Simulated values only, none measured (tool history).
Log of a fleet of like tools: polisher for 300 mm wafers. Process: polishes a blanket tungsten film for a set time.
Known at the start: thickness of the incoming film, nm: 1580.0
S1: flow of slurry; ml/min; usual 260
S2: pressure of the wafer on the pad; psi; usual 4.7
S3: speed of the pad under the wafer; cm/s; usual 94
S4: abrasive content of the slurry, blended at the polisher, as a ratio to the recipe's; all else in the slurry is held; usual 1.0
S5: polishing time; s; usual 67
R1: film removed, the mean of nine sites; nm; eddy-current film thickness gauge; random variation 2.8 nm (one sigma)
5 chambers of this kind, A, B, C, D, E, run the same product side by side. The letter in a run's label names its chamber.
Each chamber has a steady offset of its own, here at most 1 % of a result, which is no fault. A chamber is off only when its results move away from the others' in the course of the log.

| run | day | S1 | S2 | S3 | S4 | S5 | R1 |
|---|---|---|---|---|---|---|---|
|  | 0.258 | chamber D: slurry tank refilled with fresh slurry and peroxide |
| 1E | 0.317 | 260 | 4.7 | 94 | 1.0 | 67 | 322.94 |
|  | 0.342 | chamber C: slurry nozzle cleaned |
|  | 0.621 | chamber B: worn pad replaced by a new one |
| 2A | 0.883 | 260 | 4.7 | 94 | 1.0 | 67 | 324.59 |
|  | 0.996 | chamber C: slurry tank refilled with fresh slurry and peroxide |
|  | 1.238 | chamber E: slurry tank refilled with fresh slurry and peroxide |
| 3B | 1.250 | 260 | 4.7 | 94 | 1.0 | 67 | 321.85 |
| 4C | 1.608 | 260 | 4.7 | 94 | 1.0 | 67 | 325.16 |
| 5D | 2.138 | 260 | 4.7 | 94 | 1.0 | 67 | 324.86 |
|  | 2.142 | chamber A: slurry blender recalibrated |
|  | 2.467 | chamber D: worn pad replaced by a new one |
| 6D | 2.483 | 260 | 4.7 | 94 | 1.0 | 67 | 322.36 |
|  | 2.529 | chamber A: worn pad replaced by a new one |
|  | 2.729 | chamber A: slurry tank refilled with fresh slurry and peroxide |
| 7A | 2.917 | 260 | 4.7 | 94 | 1.0 | 67 | 321.13 |
|  | 2.992 | chamber E: worn pad replaced by a new one |
| 8C | 3.467 | 260 | 4.7 | 94 | 1.0 | 67 | 330.35 |
|  | 3.854 | chamber B: worn pad replaced by a new one |
| 9E | 3.854 | 260 | 4.7 | 94 | 1.0 | 67 | 328.78 |
|  | 3.892 | chamber C: worn pad replaced by a new one |
|  | 4.050 | chamber C: head pressure recalibrated |
|  | 4.075 | chamber D: slurry blender recalibrated |
|  | 4.325 | chamber B: slurry blender recalibrated |
| 10B | 4.450 | 220 | 4.7 | 80 | 1.0 | 67 | 274.79 |
| 11D | 4.846 | 220 | 4.7 | 80 | 1.0 | 67 | 278.82 |
|  | 4.938 | chamber E: slurry blender recalibrated |
| 12B | 5.183 | 220 | 4.7 | 80 | 1.0 | 67 | 274.75 |
|  | 5.262 | chamber B: slurry tank refilled with fresh slurry and peroxide |
|  | 5.554 | chamber C: slurry blender recalibrated |
| 13A | 5.600 | 220 | 4.7 | 80 | 1.0 | 67 | 268.12 |
|  | 5.996 | chamber D: slurry tank refilled with fresh slurry and peroxide |
|  | 6.096 | chamber E: slurry tank refilled with fresh slurry and peroxide |
|  | 6.129 | chamber D: worn pad replaced by a new one |
| 14E | 6.179 | 220 | 4.7 | 80 | 1.0 | 67 | 271.98 |
|  | 6.221 | chamber A: worn pad replaced by a new one |
|  | 6.508 | chamber E: worn pad replaced by a new one |
| 15C | 6.592 | 260 | 4.7 | 94 | 1.0 | 67 | 326.78 |
| 16B | 7.000 | 260 | 4.7 | 94 | 1.0 | 67 | 324.95 |
|  | 7.058 | chamber B: worn pad replaced by a new one |
|  | 7.262 | chamber E: head pressure recalibrated |
| 17C | 7.421 | 260 | 4.7 | 94 | 1.0 | 67 | 331.64 |
| 18D | 8.025 | 260 | 4.7 | 94 | 1.0 | 67 | 340.33 |
|  | 8.100 | chamber C: slurry tank refilled with fresh slurry and peroxide |
|  | 8.362 | chamber C: worn pad replaced by a new one |
| 19E | 8.642 | 260 | 4.7 | 94 | 1.0 | 67 | 326.17 |
|  | 8.688 | chamber A: slurry blender recalibrated |
| 20A | 8.950 | 260 | 4.7 | 94 | 1.0 | 67 | 325.88 |
|  | 8.996 | chamber D: worn pad replaced by a new one |
|  | 9.158 | chamber E: slurry nozzle cleaned |
|  | 9.367 | chamber A: head pressure recalibrated |
|  | 9.467 | chamber A: slurry tank refilled with fresh slurry and peroxide |
| 21E | 9.500 | 260 | 4.7 | 94 | 1.0 | 67 | 325.16 |
|  | 9.850 | chamber A: worn pad replaced by a new one |
| 22D | 9.958 | 260 | 4.7 | 94 | 1.0 | 67 | 346.42 |
|  | 9.992 | chamber C: slurry nozzle cleaned |
|  | 10.029 | chamber E: worn pad replaced by a new one |
|  | 10.292 | chamber B: worn pad replaced by a new one |
| 23A | 10.308 | 260 | 4.7 | 94 | 1.0 | 67 | 323.43 |
| 24B | 10.692 | 260 | 4.7 | 94 | 1.0 | 67 | 325.22 |
| 25C | 11.033 | 230 | 4.7 | 124 | 1.0 | 67 | 427.15 |
|  | 11.250 | chamber E: slurry tank refilled with fresh slurry and peroxide |
| 26E | 11.612 | 230 | 4.7 | 124 | 1.0 | 67 | 430.58 |
|  | 11.742 | chamber D: slurry nozzle cleaned |
|  | 11.875 | chamber D: slurry tank refilled with fresh slurry and peroxide |
| 27D | 12.083 | 230 | 4.7 | 124 | 1.0 | 67 | 455.18 |
|  | 12.558 | chamber D: worn pad replaced by a new one |
| 28C | 12.588 | 230 | 4.7 | 124 | 1.0 | 67 | 423.08 |
|  | 12.796 | chamber C: worn pad replaced by a new one |
|  | 13.133 | chamber B: slurry tank refilled with fresh slurry and peroxide |
| 29B | 13.188 | 230 | 4.7 | 124 | 1.0 | 67 | 428.80 |
|  | 13.588 | chamber E: worn pad replaced by a new one |
| 30A | 13.704 | 260 | 4.7 | 94 | 1.0 | 67 | 328.33 |
|  | 13.938 | chamber A: worn pad replaced by a new one |
|  | 13.962 | chamber B: worn pad replaced by a new one |
|  | 14.058 | chamber A: slurry blender recalibrated |
| 31E | 14.117 | 260 | 4.7 | 94 | 1.0 | 67 | 326.04 |
| 32D | 14.712 | 260 | 4.7 | 94 | 1.1 | 67 | 369.08 |
|  | 15.033 | chamber A: slurry tank refilled with fresh slurry and peroxide |
| 33B | 15.138 | 260 | 4.7 | 94 | 1.1 | 67 | 330.03 |
|  | 15.421 | chamber C: slurry tank refilled with fresh slurry and peroxide |
| 34A | 15.429 | 260 | 4.7 | 94 | 1.1 | 67 | 333.70 |
| 35C | 15.754 | 260 | 4.7 | 94 | 1.1 | 67 | 334.23 |
| 36A | 16.146 | 260 | 4.7 | 94 | 1.1 | 67 | 332.50 |
| 37B | 16.433 | 260 | 4.7 | 94 | 1.0 | 67 | 322.76 |

Next, every chamber runs the same settings. What will each give?
| 38A | 16.879 | 260 | 4.7 | 94 | 1.0 | 49 | ? |
| 38B | 16.879 | 260 | 4.7 | 94 | 1.0 | 49 | ? |
| 38C | 16.879 | 260 | 4.7 | 94 | 1.0 | 49 | ? |
| 38D | 16.879 | 260 | 4.7 | 94 | 1.0 | 49 | ? |
| 38E | 16.879 | 260 | 4.7 | 94 | 1.0 | 49 | ? |

| run | R1 |
|---|---|
| 38A | 238.94 |
| 38B | 240.34 |
| 38C | 241.02 |
| 38D | 266.32 |
| 38E | 240.28 |
